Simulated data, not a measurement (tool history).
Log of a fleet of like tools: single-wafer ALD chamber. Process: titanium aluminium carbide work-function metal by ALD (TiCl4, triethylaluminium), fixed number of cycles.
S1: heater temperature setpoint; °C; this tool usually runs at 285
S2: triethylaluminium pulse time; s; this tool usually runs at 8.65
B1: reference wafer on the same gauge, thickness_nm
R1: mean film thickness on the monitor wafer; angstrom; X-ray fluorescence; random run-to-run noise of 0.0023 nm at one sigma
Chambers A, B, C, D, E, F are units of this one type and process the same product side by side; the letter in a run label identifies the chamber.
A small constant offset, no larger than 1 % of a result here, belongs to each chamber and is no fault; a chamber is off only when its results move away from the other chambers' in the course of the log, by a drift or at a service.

Run 1B, hour 10.1: usual settings; B1 1.7599. Result: R1 18.423 angstrom.
Run 2A, hour 16.5: usual settings; B1 1.7594. Result: R1 18.285 angstrom.
Run 3F, hour 24.9: usual settings; B1 1.7595. Result: R1 18.242 angstrom.
Run 4D, hour 31.2: usual settings; B1 1.7594. Result: R1 18.462 angstrom.
Run 5E, hour 39.5: usual settings; B1 1.7592. Result: R1 18.227 angstrom.
Run 6C, hour 53.3: usual settings; B1 1.759. Result: R1 18.426 angstrom.
Run 7D, hour 65.1: usual settings; B1 1.7591. Result: R1 18.421 angstrom.
Run 8A, hour 76.1: usual settings but S1 299 °C; B1 1.7587. Result: R1 19.378 angstrom.
Run 9C, hour 90.2: usual settings but S1 299 °C; B1 1.7577. Result: R1 19.58 angstrom.
Run 10E, hour 99.2: usual settings but S1 299 °C; B1 1.7579. Result: R1 19.381 angstrom.
At hour 108.9: chamber E: triethylaluminium bottle replaced.
At hour 109.2: chamber C: thermocouple changed; heater temperature recalibrated.
Run 11B, hour 111.4: usual settings but S1 299 °C; B1 1.7582. Result: R1 19.609 angstrom.
Run 12F, hour 119.2: usual settings but S1 299 °C; B1 1.7577. Result: R1 19.432 angstrom.
Run 13B, hour 133.6: usual settings but S1 299 °C; B1 1.7571. Result: R1 19.586 angstrom.
Run 14C, hour 144.4: usual settings; B1 1.7571. Result: R1 18.361 angstrom.
At hour 152.5: chamber D: triethylaluminium bottle replaced.
Run 15E, hour 152.5: usual settings; B1 1.7572. Result: R1 18.154 angstrom.
Run 16A, hour 164.1: usual settings; B1 1.7567. Result: R1 18.241 angstrom.
Run 17D, hour 174.8: usual settings; B1 1.7566. Result: R1 18.404 angstrom.
Run 18F, hour 181.3: usual settings; B1 1.7564. Result: R1 18.229 angstrom.
Run 19E, hour 189.7: usual settings; B1 1.7562. Result: R1 18.208 angstrom.
Run 20D, hour 200.2: usual settings; B1 1.7562. Result: R1 18.414 angstrom.
Run 21C, hour 212: usual settings; B1 1.7562. Result: R1 18.371 angstrom.
Run 22A, hour 220.9: usual settings; B1 1.7557. Result: R1 18.221 angstrom.
Run 23B, hour 229.6: usual settings; B1 1.7549. Result: R1 18.38 angstrom.
Run 24F, hour 236.5: usual settings but S2 11.97 s; B1 1.7555. Result: R1 18.88 angstrom.
Run 25D, hour 247.8: usual settings but S2 11.97 s; B1 1.7558. Result: R1 19.054 angstrom.
Run 26A, hour 260.5: usual settings but S2 11.97 s; B1 1.755. Result: R1 18.874 angstrom.
Run 27C, hour 271.8: usual settings but S2 11.97 s; B1 1.7547. Result: R1 19.037 angstrom.
Run 28E, hour 280.9: usual settings but S2 11.97 s; B1 1.7544. Result: R1 18.813 angstrom.
Run 29F, hour 287.9: usual settings but S2 11.97 s; B1 1.7536. Result: R1 18.871 angstrom.
At hour 290.5: chamber F: triethylaluminium bottle replaced.
Run 30B, hour 298.4: usual settings but S1 279 °C, S2 11.03 s; B1 1.7539. Result: R1 18.361 angstrom.
Run 31A, hour 307.7: usual settings but S1 279 °C, S2 11.03 s; B1 1.7537. Result: R1 18.235 angstrom.
Run 32C, hour 315.7: usual settings but S1 279 °C, S2 11.03 s; B1 1.7535. Result: R1 18.41 angstrom.
Run 33B, hour 325.5: usual settings but S1 279 °C, S2 11.03 s; B1 1.7539. Result: R1 18.311 angstrom.
Run 34F, hour 339.3: usual settings but S1 279 °C, S2 11.03 s; B1 1.7531. Result: R1 18.249 angstrom.
Run 35E, hour 348.6: usual settings but S1 279 °C, S2 11.03 s; B1 1.7529. Result: R1 18.227 angstrom.
Run 36D, hour 361.4: usual settings; B1 1.7532. Result: R1 18.305 angstrom.
Run 37D, hour 368.1: usual settings; B1 1.7525. Result: R1 18.338 angstrom.
Run 38F, hour 381.5: usual settings; B1 1.7527. Result: R1 18.187 angstrom.
Run 39E, hour 393: usual settings; B1 1.7522. Result: R1 18.14 angstrom.
Run 40B, hour 403.7: usual settings; B1 1.7525. Result: R1 18.338 angstrom.
Run 41A, hour 417.6: usual settings; B1 1.7516. Result: R1 18.208 angstrom.
Run 42C, hour 429: usual settings; B1 1.7517. Result: R1 18.315 angstrom.
Run 43C, hour 438.3: usual settings but S1 277 °C; B1 1.7512. Result: R1 17.708 angstrom.
Run 44A, hour 450.5: usual settings but S1 277 °C; B1 1.7514. Result: R1 17.538 angstrom.

Is one chamber out of step, is the gauge drifting, or do the chambers differ by no more than their own small offsets? For an off chamber, give its letter and the likeliest cause.

The shared gauge is drifting. All chambers look as if they move in step, but none is off.
Most likely cause: gauge reads low (%) = 0.517.

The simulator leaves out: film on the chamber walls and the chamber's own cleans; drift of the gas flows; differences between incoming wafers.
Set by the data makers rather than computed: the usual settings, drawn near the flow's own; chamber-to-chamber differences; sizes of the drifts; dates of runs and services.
